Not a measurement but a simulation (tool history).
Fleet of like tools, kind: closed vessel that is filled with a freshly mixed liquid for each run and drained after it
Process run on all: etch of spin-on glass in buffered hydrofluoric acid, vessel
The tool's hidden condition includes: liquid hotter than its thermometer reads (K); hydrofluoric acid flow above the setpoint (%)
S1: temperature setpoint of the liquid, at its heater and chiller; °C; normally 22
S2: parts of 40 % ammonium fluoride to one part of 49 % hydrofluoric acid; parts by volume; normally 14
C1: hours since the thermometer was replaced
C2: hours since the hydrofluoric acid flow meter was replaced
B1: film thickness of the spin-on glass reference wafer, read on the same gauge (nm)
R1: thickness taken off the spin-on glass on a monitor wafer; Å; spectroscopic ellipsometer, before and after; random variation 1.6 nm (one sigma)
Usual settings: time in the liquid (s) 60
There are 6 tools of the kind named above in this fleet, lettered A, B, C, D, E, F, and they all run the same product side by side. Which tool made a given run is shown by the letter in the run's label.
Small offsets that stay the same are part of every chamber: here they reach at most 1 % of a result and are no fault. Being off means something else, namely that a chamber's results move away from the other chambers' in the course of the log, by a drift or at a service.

Run 1F, hour 6.4: usual settings; C1 2795.4; C2 582.9; B1 80.004. Result: R1 1644.1 Å.
Run 2C, hour 12.7: usual settings; C1 158; C2 1271.7; B1 80.005. Result: R1 1698.6 Å.
At hour 12.9: chamber D: thermometer replaced.
Run 3A, hour 17.4: usual settings; C1 1474.6; C2 1015.9; B1 80.019. Result: R1 1685.4 Å.
At hour 23.1: chamber F: thermometer replaced.
Run 4E, hour 26.4: usual settings; C1 256.3; C2 1014.1; B1 79.996. Result: R1 1683.3 Å.
Run 5D, hour 31.2: usual settings but S1 19.5 °C, time in the liquid (s) 40; C1 18.4; C2 102.4; B1 80.007. Result: R1 972.15 Å.
Run 6B, hour 38.6: usual settings but S1 19.5 °C, time in the liquid (s) 40; C1 984.2; C2 939; B1 80.002. Result: R1 972.03 Å.
Run 7F, hour 43.7: usual settings but S1 19.5 °C, time in the liquid (s) 40; C1 20.7; C2 620.2; B1 80.014. Result: R1 949.63 Å.
Run 8B, hour 47.6: usual settings but S1 19.5 °C, time in the liquid (s) 40; C1 993.2; C2 948; B1 79.996. Result: R1 977.62 Å.
Run 9C, hour 53.6: usual settings but S1 19.5 °C, time in the liquid (s) 40; C1 198.9; C2 1312.6; B1 79.993. Result: R1 972.42 Å.
Run 10A, hour 61.2: usual settings but S1 19.5 °C, time in the liquid (s) 40; C1 1518.4; C2 1059.7; B1 79.996. Result: R1 975 Å.
Run 11D, hour 67.6: usual settings; C1 54.8; C2 138.8; B1 79.983. Result: R1 1673.2 Å.
Run 12E, hour 73: usual settings but S1 25.5 °C, time in the liquid (s) 80; C1 302.9; C2 1060.7; B1 80. Result: R1 2698.7 Å.
Run 13F, hour 80.1: usual settings but S1 25.5 °C, time in the liquid (s) 80; C1 57.1; C2 656.6; B1 79.979. Result: R1 2690.5 Å.
Run 14C, hour 87.7: usual settings but S1 25.5 °C, time in the liquid (s) 80; C1 233; C2 1346.7; B1 79.992. Result: R1 2768.1 Å.
Run 15E, hour 92: usual settings but S1 25.5 °C, time in the liquid (s) 80; C1 321.9; C2 1079.7; B1 80.02. Result: R1 2689.9 Å.
Run 16A, hour 99.1: usual settings but S1 25.5 °C, time in the liquid (s) 80; C1 1556.3; C2 1097.6; B1 80.002. Result: R1 2683.6 Å.
Run 17B, hour 107: usual settings but S1 25.5 °C, time in the liquid (s) 80; C1 1052.6; C2 1007.4; B1 80.002. Result: R1 2656.9 Å.
Run 18D, hour 112.2: usual settings but S1 18.5 °C; C1 99.4; C2 183.4; B1 79.997. Result: R1 1398 Å.
Run 19B, hour 119: usual settings but S1 18.5 °C; C1 1064.6; C2 1019.4; B1 80.013. Result: R1 1392.5 Å.
Run 20F, hour 125.3: usual settings but S1 18.5 °C; C1 102.3; C2 701.8; B1 80.012. Result: R1 1342.9 Å.
Run 21A, hour 132.6: usual settings but S1 18.5 °C; C1 1589.8; C2 1131.1; B1 79.989. Result: R1 1398.7 Å.
Run 22C, hour 140: usual settings but S1 18.5 °C; C1 285.3; C2 1399; B1 80.02. Result: R1 1374.7 Å.
Run 23D, hour 145.9: usual settings but S1 18.5 °C; C1 133.1; C2 217.1; B1 80.001. Result: R1 1355.3 Å.
Run 24E, hour 153.3: usual settings; C1 383.2; C2 1141; B1 79.998. Result: R1 1695.7 Å.
Run 25D, hour 160.4: usual settings; C1 147.6; C2 231.6; B1 80. Result: R1 1700.6 Å.
Run 26B, hour 164.3: usual settings; C1 1109.9; C2 1064.7; B1 80.017. Result: R1 1697.8 Å.
Run 27C, hour 170.9: usual settings; C1 316.2; C2 1429.9; B1 79.998. Result: R1 1660.4 Å.
Run 28A, hour 176.9: usual settings; C1 1634.1; C2 1175.4; B1 79.997. Result: R1 1743.1 Å.
Run 29F, hour 183.5: usual settings; C1 160.5; C2 760; B1 79.988. Result: R1 1656.3 Å.
Run 30E, hour 189.4: usual settings; C1 419.3; C2 1177.1; B1 80.008. Result: R1 1666 Å.
Run 31F, hour 196.1: usual settings; C1 173.1; C2 772.6; B1 79.993. Result: R1 1682 Å.
Run 32D, hour 201.2: usual settings; C1 188.4; C2 272.4; B1 79.985. Result: R1 1684 Å.
Run 33B, hour 205.8: usual settings; C1 1151.4; C2 1106.2; B1 80.013. Result: R1 1675 Å.
Run 34A, hour 211.7: usual settings; C1 1668.9; C2 1210.2; B1 79.989. Result: R1 1778.6 Å.
Run 35C, hour 218.1: usual settings; C1 363.4; C2 1477.1; B1 79.997. Result: R1 1695.5 Å.
Run 36E, hour 222.7: usual settings but S1 25 °C; C1 452.6; C2 1210.4; B1 80.018. Result: R1 1925.6 Å.
Run 37E, hour 231.4: usual settings but S1 25 °C; C1 461.3; C2 1219.1; B1 80.012. Result: R1 1991.9 Å.
Run 38D, hour 239.3: usual settings but S1 25 °C; C1 226.5; C2 310.5; B1 79.984. Result: R1 1973 Å.
Run 39F, hour 245: usual settings but S1 25 °C; C1 222; C2 821.5; B1 80.005. Result: R1 1958.5 Å.
Run 40A, hour 252.1: usual settings but S1 25 °C; C1 1709.3; C2 1250.6; B1 80.002. Result: R1 2099.8 Å.
Run 41B, hour 257.3: usual settings but S1 25 °C; C1 1202.9; C2 1157.7; B1 79.995. Result: R1 1949.2 Å.
Run 42C, hour 263.4: usual settings; C1 408.7; C2 1522.4; B1 79.994. Result: R1 1691 Å.
Run 43C, hour 270.5: usual settings; C1 415.8; C2 1529.5; B1 79.988. Result: R1 1687.5 Å.

What goes on in this fleet: one chamber off, a drifting gauge, or nothing beyond the chambers' own small offsets? Name the chamber and the cause, if any.

One chamber, A, drifts off from the rest bit by bit.
Likeliest cause: liquid hotter than its thermometer reads (K) = 1.38.
It could be hard to tell apart here from: hydrofluoric acid flow above the setpoint (%).

Which of the 4 candidates below, each the usual settings with something changed and its results left as question marks, puts chamber A back in line with what the other chambers give on the usual settings?
In line means no further than this from the other chambers' mean on the usual settings: R1 57 Å
Run 44A-1, hour 277: usual settings but S1 21.5 °C, S2 14.5 parts by volume, time in the liquid (s) 55. Result: R1 ?.
Run 44A-2, hour 277: usual settings but S1 20.5 °C. Result: R1 ?.
Run 44A-3, hour 277: usual settings but S2 13 parts by volume. Result: R1 ?.
Run 44A-4, hour 277: usual settings but S1 23 °C, S2 13 parts by volume. Result: R1 ?.

Average result of the remaining chambers running the usual settings: R1 1675.1 Å
  run      R1
44A-1  1563.8
44A-2  1673.6
44A-3  1954.9
44A-4  2063.5
44A-2 puts the chamber back in line with the other chambers.

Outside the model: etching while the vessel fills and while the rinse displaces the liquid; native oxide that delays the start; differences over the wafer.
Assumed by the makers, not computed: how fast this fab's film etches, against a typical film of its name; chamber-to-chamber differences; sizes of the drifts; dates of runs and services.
